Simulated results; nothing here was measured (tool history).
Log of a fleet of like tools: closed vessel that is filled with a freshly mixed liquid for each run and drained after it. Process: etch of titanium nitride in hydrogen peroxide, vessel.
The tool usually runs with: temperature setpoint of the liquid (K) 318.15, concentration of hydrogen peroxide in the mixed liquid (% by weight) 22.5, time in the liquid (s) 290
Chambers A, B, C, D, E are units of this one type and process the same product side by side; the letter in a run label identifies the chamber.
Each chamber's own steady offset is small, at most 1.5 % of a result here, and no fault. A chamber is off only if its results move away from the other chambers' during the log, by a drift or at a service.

run	day	temperature setpoint of the liquid (K)	concentration of hydrogen peroxide in the mixed liquid (% by weight)	time in the liquid (s)	read-back film thickness of the titanium nitride reference wafer, read on the same gauge (nm)	thickness taken off the titanium nitride on a monitor wafer (Å)
1C	0.171	318.15	22.5	290	59.997	96.063
2B	0.333	318.15	22.5	290	59.973	95.478
3E	0.538	318.15	22.5	290	60.022	96.513
4D	0.729	318.15	22.5	290	60.003	97.147
5A	0.875	318.15	22.5	290	59.997	96.432
6B	1.088	318.15	22.5	290	60.004	97.019
7A	1.2	318.15	22.5	290	59.989	98.565
8D	1.404	318.15	22.5	290	60.032	95.817
9C	1.596	318.15	22.5	290	60.018	96.136
10E	1.738	318.15	22.5	290	60.013	97.311
11D	1.95	318.15	22.5	290	60.021	98.889
12C	2.125	318.15	22.5	290	59.98	97.328
13E	2.258	318.15	22.5	290	60.005	98.912
14A	2.433	318.15	26	290	60.003	101.23
15B	2.575	318.15	26	290	60.002	100.37
16B	2.704	318.15	26	290	59.992	99.167
17E	2.912	318.15	26	290	60.011	102.38
18A	3.054	318.15	26	290	59.985	102.37
19C	3.254	318.15	22.5	290	59.992	95.746
20D	3.4	318.15	22.5	290	59.995	95.9
21E	3.579	318.15	22.5	290	60.003	97.783
22A	3.771	318.15	22.5	290	60.014	97.693
23B	3.962	318.15	22.5	290	60.001	96.476
24D	4.062	318.15	28.5	290	59.989	103.79
25C	4.192	318.15	28.5	290	59.991	103.09
26D	4.404	318.15	28.5	290	59.999	102.42
27B	4.5	318.15	28.5	290	59.977	101
28A	4.625	318.15	28.5	290	60.006	102.03
29C	4.729	318.15	22.5	290	59.997	95.927
30E	4.85	318.15	22.5	290	59.995	99.608
31C	4.942	318.15	22.5	290	60.023	96.458
32E	5.142	318.15	22.5	290	60.005	96.625
33B	5.325	318.15	22.5	290	60.001	96.344

Next, all 5 chambers run the settings below, one line each with question marks for the results. What does each chamber give?
34A	5.479	318.15	22.5	290		?
34B	5.479	318.15	22.5	290		?
34C	5.479	318.15	22.5	290		?
34D	5.479	318.15	22.5	290		?
34E	5.479	318.15	22.5	290		?

run	thickness taken off the titanium nitride on a monitor wafer (Å)
34A	96.826
34B	96.482
34C	96.594
34D	97.107
34E	97.3

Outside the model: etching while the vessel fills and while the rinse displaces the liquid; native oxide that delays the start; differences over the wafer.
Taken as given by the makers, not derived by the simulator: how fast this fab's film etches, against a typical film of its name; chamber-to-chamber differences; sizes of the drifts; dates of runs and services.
